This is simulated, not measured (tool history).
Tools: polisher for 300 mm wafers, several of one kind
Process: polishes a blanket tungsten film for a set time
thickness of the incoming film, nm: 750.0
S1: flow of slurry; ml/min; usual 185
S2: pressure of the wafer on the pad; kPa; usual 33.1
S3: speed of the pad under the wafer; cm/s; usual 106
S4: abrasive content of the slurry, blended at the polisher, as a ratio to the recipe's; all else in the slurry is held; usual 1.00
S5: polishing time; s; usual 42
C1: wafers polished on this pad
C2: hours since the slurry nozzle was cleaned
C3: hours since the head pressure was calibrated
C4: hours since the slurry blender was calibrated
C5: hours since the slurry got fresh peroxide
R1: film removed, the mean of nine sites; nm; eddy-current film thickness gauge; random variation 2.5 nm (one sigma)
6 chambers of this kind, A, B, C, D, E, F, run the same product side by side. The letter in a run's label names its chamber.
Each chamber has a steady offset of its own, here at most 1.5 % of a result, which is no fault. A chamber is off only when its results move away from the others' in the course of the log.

Run 1B, hour 3.7: usual settings; C1 362; C2 221.9; C3 697.7; C4 41.9; C5 34.7. Result: R1 251.33 nm.
At hour 5.2: chamber F: slurry blender recalibrated.
Run 2F, hour 11.0: usual settings; C1 147; C2 156.7; C3 662.6; C4 5.9; C5 116.4. Result: R1 250.47 nm.
At hour 12.1: chamber D: slurry tank refilled with fresh slurry and peroxide.
At hour 14.3: chamber D: worn pad replaced by a new one.
At hour 14.9: chamber F: slurry tank refilled with fresh slurry and peroxide.
At hour 15.3: chamber B: worn pad replaced by a new one.
At hour 16.9: chamber B: slurry tank refilled with fresh slurry and peroxide.
Run 3E, hour 17.3: usual settings; C1 369; C2 339.0; C3 275.4; C4 227.6; C5 57.2. Result: R1 247.82 nm.
At hour 18.1: chamber A: slurry tank refilled with fresh slurry and peroxide.
Run 4A, hour 22.0: usual settings; C1 967; C2 349.9; C3 938.7; C4 187.5; C5 3.9. Result: R1 247.28 nm.
At hour 23.4: chamber E: slurry nozzle cleaned.
Run 5D, hour 29.7: usual settings; C1 115; C2 539.0; C3 188.5; C4 130.0; C5 17.7. Result: R1 248.18 nm.
Run 6C, hour 33.6: usual settings; C1 1067; C2 336.8; C3 535.1; C4 209.5; C5 55.6. Result: R1 250.42 nm.
Run 7C, hour 37.4: usual settings; C1 1096; C2 340.6; C3 538.9; C4 213.3; C5 59.4. Result: R1 252.38 nm.
Run 8E, hour 43.2: usual settings; C1 563; C2 19.9; C3 301.3; C4 253.5; C5 83.1. Result: R1 245.67 nm.
Run 9A, hour 46.7: usual settings; C1 1152; C2 374.6; C3 963.4; C4 212.2; C5 28.6. Result: R1 248.14 nm.
At hour 48.9: chamber D: slurry nozzle cleaned.
At hour 53.1: chamber A: worn pad replaced by a new one.
Run 10D, hour 53.4: usual settings but S1 160 ml/min; C1 292; C2 4.6; C3 212.2; C4 153.7; C5 41.4. Result: R1 240.93 nm.
At hour 53.6: chamber C: worn pad replaced by a new one.
Run 11B, hour 60.2: usual settings but S1 160 ml/min; C1 336; C2 278.4; C3 754.2; C4 98.4; C5 43.3. Result: R1 242.88 nm.
At hour 65.7: chamber D: slurry tank refilled with fresh slurry and peroxide.
Run 12F, hour 65.9: usual settings but S1 160 ml/min; C1 557; C2 211.6; C3 717.5; C4 60.8; C5 51.0. Result: R1 249.45 nm.
At hour 66.6: chamber B: slurry tank refilled with fresh slurry and peroxide.
Run 13C, hour 71.4: usual settings but S1 160 ml/min; C1 133; C2 374.6; C3 572.9; C4 247.3; C5 93.4. Result: R1 246.71 nm.
Run 14A, hour 77.5: usual settings but S1 160 ml/min; C1 183; C2 405.4; C3 994.2; C4 243.0; C5 59.4. Result: R1 242.46 nm.
At hour 78.4: chamber E: slurry tank refilled with fresh slurry and peroxide.
Run 15E, hour 83.1: usual settings but S1 160 ml/min; C1 861; C2 59.8; C3 341.2; C4 293.4; C5 4.8. Result: R1 246.67 nm.
At hour 85.9: chamber B: worn pad replaced by a new one.
Run 16F, hour 89.4: usual settings; C1 733; C2 235.1; C3 741.0; C4 84.3; C5 74.5. Result: R1 251.44 nm.
Run 17B, hour 93.3: usual settings; C1 55; C2 311.5; C3 787.3; C4 131.5; C5 26.8. Result: R1 243.73 nm.
Run 18D, hour 97.6: usual settings; C1 623; C2 48.8; C3 256.4; C4 197.9; C5 31.9. Result: R1 248.62 nm.
At hour 99.3: chamber C: slurry blender recalibrated.
At hour 100.6: chamber D: worn pad replaced by a new one.
Run 19A, hour 105.2: usual settings; C1 390; C2 433.1; C3 1021.9; C4 270.7; C5 87.1. Result: R1 243.09 nm.
At hour 108.6: chamber D: slurry tank refilled with fresh slurry and peroxide.
Run 20B, hour 109.2: usual settings; C1 174; C2 327.4; C3 803.2; C4 147.4; C5 42.7. Result: R1 241.63 nm.
At hour 111.4: chamber C: slurry tank refilled with fresh slurry and peroxide.
Run 21D, hour 112.8: usual settings; C1 91; C2 64.0; C3 271.6; C4 213.1; C5 4.3. Result: R1 249.19 nm.
Run 22F, hour 116.1: usual settings; C1 933; C2 261.8; C3 767.7; C4 111.0; C5 101.2. Result: R1 250.40 nm.
At hour 117.5: chamber B: slurry tank refilled with fresh slurry and peroxide.
Run 23E, hour 120.4: usual settings; C1 1140; C2 97.1; C3 378.5; C4 330.7; C5 42.1. Result: R1 248.38 nm.
At hour 120.7: chamber E: slurry blender recalibrated.
At hour 121.6: chamber F: slurry blender recalibrated.
At hour 125.2: chamber F: worn pad replaced by a new one.
Run 24C, hour 127.7: usual settings; C1 554; C2 430.9; C3 629.2; C4 28.4; C5 16.3. Result: R1 255.59 nm.
Run 25F, hour 132.9: usual settings; C1 58; C2 278.6; C3 784.5; C4 11.3; C5 118.0. Result: R1 246.84 nm.
Run 26D, hour 138.1: usual settings; C1 280; C2 89.3; C3 296.9; C4 238.4; C5 29.6. Result: R1 250.75 nm.
Run 27E, hour 142.4: usual settings; C1 1305; C2 119.1; C3 400.5; C4 21.8; C5 64.1. Result: R1 247.86 nm.
At hour 145.1: chamber B: worn pad replaced by a new one.
Run 28B, hour 146.0: usual settings but S4 0.75; C1 7; C2 364.2; C3 840.0; C4 184.2; C5 28.6. Result: R1 224.54 nm.
At hour 150.8: chamber A: slurry tank refilled with fresh slurry and peroxide.
At hour 151.5: chamber F: slurry tank refilled with fresh slurry and peroxide.
Run 29A, hour 152.4: usual settings but S4 0.75; C1 743; C2 480.3; C3 1069.1; C4 317.9; C5 1.7. Result: R1 229.08 nm.
At hour 156.5: chamber B: slurry tank refilled with fresh slurry and peroxide.
Run 30C, hour 158.0: usual settings but S4 0.75; C1 781; C2 461.2; C3 659.5; C4 58.7; C5 46.6. Result: R1 231.88 nm.
At hour 161.1: chamber D: slurry blender recalibrated.
Run 31B, hour 163.8: usual settings but S4 0.75; C1 140; C2 382.0; C3 857.8; C4 202.0; C5 7.4. Result: R1 222.69 nm.
At hour 164.4: chamber D: slurry tank refilled with fresh slurry and peroxide.
At hour 164.9: chamber E: worn pad replaced by a new one.
Run 32F, hour 171.4: usual settings but S4 0.75; C1 346; C2 317.1; C3 823.0; C4 49.8; C5 19.9. Result: R1 238.63 nm.
Run 33C, hour 175.0: usual settings but S4 0.75; C1 908; C2 478.2; C3 676.5; C4 75.7; C5 63.6. Result: R1 233.00 nm.
At hour 177.1: chamber D: worn pad replaced by a new one.
Run 34D, hour 179.5: usual settings; C1 18; C2 130.7; C3 338.3; C4 18.4; C5 15.2. Result: R1 248.41 nm.
Run 35A, hour 183.4: usual settings but S1 145 ml/min, S4 1.25; C1 975; C2 511.3; C3 1100.1; C4 348.9; C5 32.7. Result: R1 248.31 nm.
At hour 188.8: chamber E: slurry tank refilled with fresh slurry and peroxide.
Run 36E, hour 190.1: usual settings but S1 145 ml/min, S4 1.25; C1 189; C2 166.8; C3 448.2; C4 69.5; C5 1.3. Result: R1 247.82 nm.
Run 37A, hour 193.8: usual settings but S1 145 ml/min, S4 1.25; C1 1053; C2 521.7; C3 1110.5; C4 359.3; C5 43.1. Result: R1 252.14 nm.
Run 38E, hour 201.0: usual settings but S1 145 ml/min, S4 1.25; C1 270; C2 177.7; C3 459.1; C4 80.4; C5 12.2. Result: R1 254.94 nm.

All 6 chambers run these settings next. Forecast each chamber's results:
Run 39A, hour 206.5: usual settings. Result: R1 ?.
Run 39B, hour 206.5: usual settings. Result: R1 ?.
Run 39C, hour 206.5: usual settings. Result: R1 ?.
Run 39D, hour 206.5: usual settings. Result: R1 ?.
Run 39E, hour 206.5: usual settings. Result: R1 ?.
Run 39F, hour 206.5: usual settings. Result: R1 ?.

run      R1
39A  249.76
39B  222.78
39C  251.00
39D  248.07
39E  246.98
39F  253.35

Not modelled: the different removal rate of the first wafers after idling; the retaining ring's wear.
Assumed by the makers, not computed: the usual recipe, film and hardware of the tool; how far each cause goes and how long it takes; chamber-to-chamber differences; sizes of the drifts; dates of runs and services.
